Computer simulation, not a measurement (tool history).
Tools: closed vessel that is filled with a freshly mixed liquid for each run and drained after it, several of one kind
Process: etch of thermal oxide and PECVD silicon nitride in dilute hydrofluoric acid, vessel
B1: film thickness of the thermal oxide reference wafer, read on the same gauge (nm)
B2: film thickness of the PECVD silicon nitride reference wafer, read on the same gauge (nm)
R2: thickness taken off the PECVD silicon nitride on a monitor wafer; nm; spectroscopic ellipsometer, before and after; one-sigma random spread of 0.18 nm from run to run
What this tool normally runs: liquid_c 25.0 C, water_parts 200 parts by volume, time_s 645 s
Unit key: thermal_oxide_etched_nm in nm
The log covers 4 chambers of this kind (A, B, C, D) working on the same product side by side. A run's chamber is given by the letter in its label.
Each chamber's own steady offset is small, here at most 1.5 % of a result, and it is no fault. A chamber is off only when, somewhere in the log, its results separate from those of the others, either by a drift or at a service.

run 1D hour=11.8 | liquid_c=25.0 water_parts=200 time_s=645 | B1=30.002 B2=79.973 | thermal_oxide_etched_nm=14.5120 R2=19.918
run 2A hour=23.0 | liquid_c=25.0 water_parts=200 time_s=645 | B1=29.999 B2=80.022 | thermal_oxide_etched_nm=14.4940 R2=19.356
run 3C hour=30.2 | liquid_c=25.0 water_parts=200 time_s=645 | B1=30.019 B2=79.996 | thermal_oxide_etched_nm=14.7080 R2=19.692
run 4B hour=41.6 | liquid_c=25.0 water_parts=200 time_s=645 | B1=30.018 B2=79.976 | thermal_oxide_etched_nm=14.4020 R2=20.029
run 5B hour=51.5 | liquid_c=25.0 water_parts=200 time_s=645 | B1=30.005 B2=80.027 | thermal_oxide_etched_nm=14.4060 R2=19.703
run 6C hour=65.5 | liquid_c=25.0 water_parts=200 time_s=645 | B1=30.028 B2=80.036 | thermal_oxide_etched_nm=14.7940 R2=19.552
run 7A hour=72.9 | liquid_c=25.0 water_parts=200 time_s=380 | B1=30.027 B2=80.002 | thermal_oxide_etched_nm=8.5616 R2=11.493
run 8D hour=85.3 | liquid_c=25.0 water_parts=200 time_s=380 | B1=29.969 B2=80.017 | thermal_oxide_etched_nm=8.5294 R2=11.845
run 9D hour=92.0 | liquid_c=25.0 water_parts=200 time_s=380 | B1=30.015 B2=80.013 | thermal_oxide_etched_nm=8.4423 R2=11.629
run 10B hour=103.3 | liquid_c=25.0 water_parts=200 time_s=380 | B1=30.042 B2=80.017 | thermal_oxide_etched_nm=8.4671 R2=11.655
run 11C hour=115.5 | liquid_c=25.0 water_parts=105 time_s=415 | B1=30.001 B2=80.032 | thermal_oxide_etched_nm=19.8190 R2=23.546
run 12A hour=126.4 | liquid_c=25.0 water_parts=105 time_s=415 | B1=30.007 B2=79.995 | thermal_oxide_etched_nm=19.6170 R2=23.263
run 13A hour=134.7 | liquid_c=25.0 water_parts=105 time_s=415 | B1=30.011 B2=79.990 | thermal_oxide_etched_nm=19.6450 R2=23.161
run 14B hour=143.4 | liquid_c=25.0 water_parts=105 time_s=415 | B1=30.019 B2=80.023 | thermal_oxide_etched_nm=19.8680 R2=24.636
run 15C hour=155.0 | liquid_c=25.0 water_parts=200 time_s=645 | B1=29.968 B2=80.015 | thermal_oxide_etched_nm=14.8090 R2=19.502
-- hour=155.6 chamber A: hydrofluoric acid flow meter replaced
run 16D hour=165.8 | liquid_c=25.0 water_parts=200 time_s=645 | B1=29.971 B2=79.970 | thermal_oxide_etched_nm=14.6170 R2=19.854
run 17D hour=177.6 | liquid_c=25.0 water_parts=200 time_s=645 | B1=29.974 B2=80.022 | thermal_oxide_etched_nm=14.6960 R2=19.870
run 18A hour=184.9 | liquid_c=25.0 water_parts=200 time_s=645 | B1=29.961 B2=80.009 | thermal_oxide_etched_nm=14.5850 R2=19.542
run 19C hour=197.3 | liquid_c=25.0 water_parts=200 time_s=645 | B1=29.999 B2=80.002 | thermal_oxide_etched_nm=14.8730 R2=19.866
run 20B hour=204.6 | liquid_c=25.0 water_parts=200 time_s=645 | B1=29.983 B2=79.981 | thermal_oxide_etched_nm=14.5660 R2=19.765
run 21D hour=211.2 | liquid_c=25.0 water_parts=200 time_s=645 | B1=29.990 B2=79.975 | thermal_oxide_etched_nm=14.5540 R2=20.097
run 22C hour=218.6 | liquid_c=25.0 water_parts=200 time_s=645 | B1=30.010 B2=80.024 | thermal_oxide_etched_nm=14.6510 R2=19.516
run 23A hour=226.1 | liquid_c=25.0 water_parts=200 time_s=645 | B1=30.011 B2=80.016 | thermal_oxide_etched_nm=14.5070 R2=19.735
run 24B hour=239.9 | liquid_c=28.5 water_parts=200 time_s=645 | B1=29.984 B2=80.006 | thermal_oxide_etched_nm=16.2100 R2=24.489
-- hour=241.5 chamber C: hydrofluoric acid flow meter replaced
run 25D hour=252.4 | liquid_c=28.5 water_parts=200 time_s=645 | B1=30.010 B2=80.018 | thermal_oxide_etched_nm=16.5510 R2=24.274
run 26A hour=261.6 | liquid_c=28.5 water_parts=200 time_s=645 | B1=29.969 B2=79.985 | thermal_oxide_etched_nm=16.4050 R2=24.296
run 27C hour=272.2 | liquid_c=28.5 water_parts=200 time_s=645 | B1=29.985 B2=80.019 | thermal_oxide_etched_nm=16.6810 R2=24.527
-- hour=272.4 chamber D: thermometer replaced
run 28B hour=284.1 | liquid_c=25.0 water_parts=200 time_s=645 | B1=30.031 B2=80.016 | thermal_oxide_etched_nm=14.2480 R2=19.698
run 29A hour=294.9 | liquid_c=25.0 water_parts=200 time_s=645 | B1=29.984 B2=79.966 | thermal_oxide_etched_nm=14.3850 R2=19.697
run 30B hour=305.1 | liquid_c=25.0 water_parts=200 time_s=645 | B1=29.957 B2=79.966 | thermal_oxide_etched_nm=14.4930 R2=19.705
run 31C hour=313.0 | liquid_c=25.0 water_parts=200 time_s=645 | B1=30.001 B2=80.018 | thermal_oxide_etched_nm=14.7750 R2=19.741
run 32D hour=323.9 | liquid_c=25.0 water_parts=260 time_s=645 | B1=29.960 B2=80.020 | thermal_oxide_etched_nm=10.4230 R2=15.213
run 33C hour=335.1 | liquid_c=25.0 water_parts=260 time_s=645 | B1=29.998 B2=80.045 | thermal_oxide_etched_nm=10.6880 R2=14.998

All 4 chambers run these settings next. Forecast each chamber's results:
run 34A hour=345.3 | liquid_c=25.0 water_parts=200 time_s=645 | thermal_oxide_etched_nm=? R2=?
run 34B hour=345.3 | liquid_c=25.0 water_parts=200 time_s=645 | thermal_oxide_etched_nm=? R2=?
run 34C hour=345.3 | liquid_c=25.0 water_parts=200 time_s=645 | thermal_oxide_etched_nm=? R2=?
run 34D hour=345.3 | liquid_c=25.0 water_parts=200 time_s=645 | thermal_oxide_etched_nm=? R2=?

run=34A thermal_oxide_etched_nm=14.3840 R2=19.583
run=34B thermal_oxide_etched_nm=14.3690 R2=19.893
run=34C thermal_oxide_etched_nm=14.7060 R2=19.644
run=34D thermal_oxide_etched_nm=14.7030 R2=20.004

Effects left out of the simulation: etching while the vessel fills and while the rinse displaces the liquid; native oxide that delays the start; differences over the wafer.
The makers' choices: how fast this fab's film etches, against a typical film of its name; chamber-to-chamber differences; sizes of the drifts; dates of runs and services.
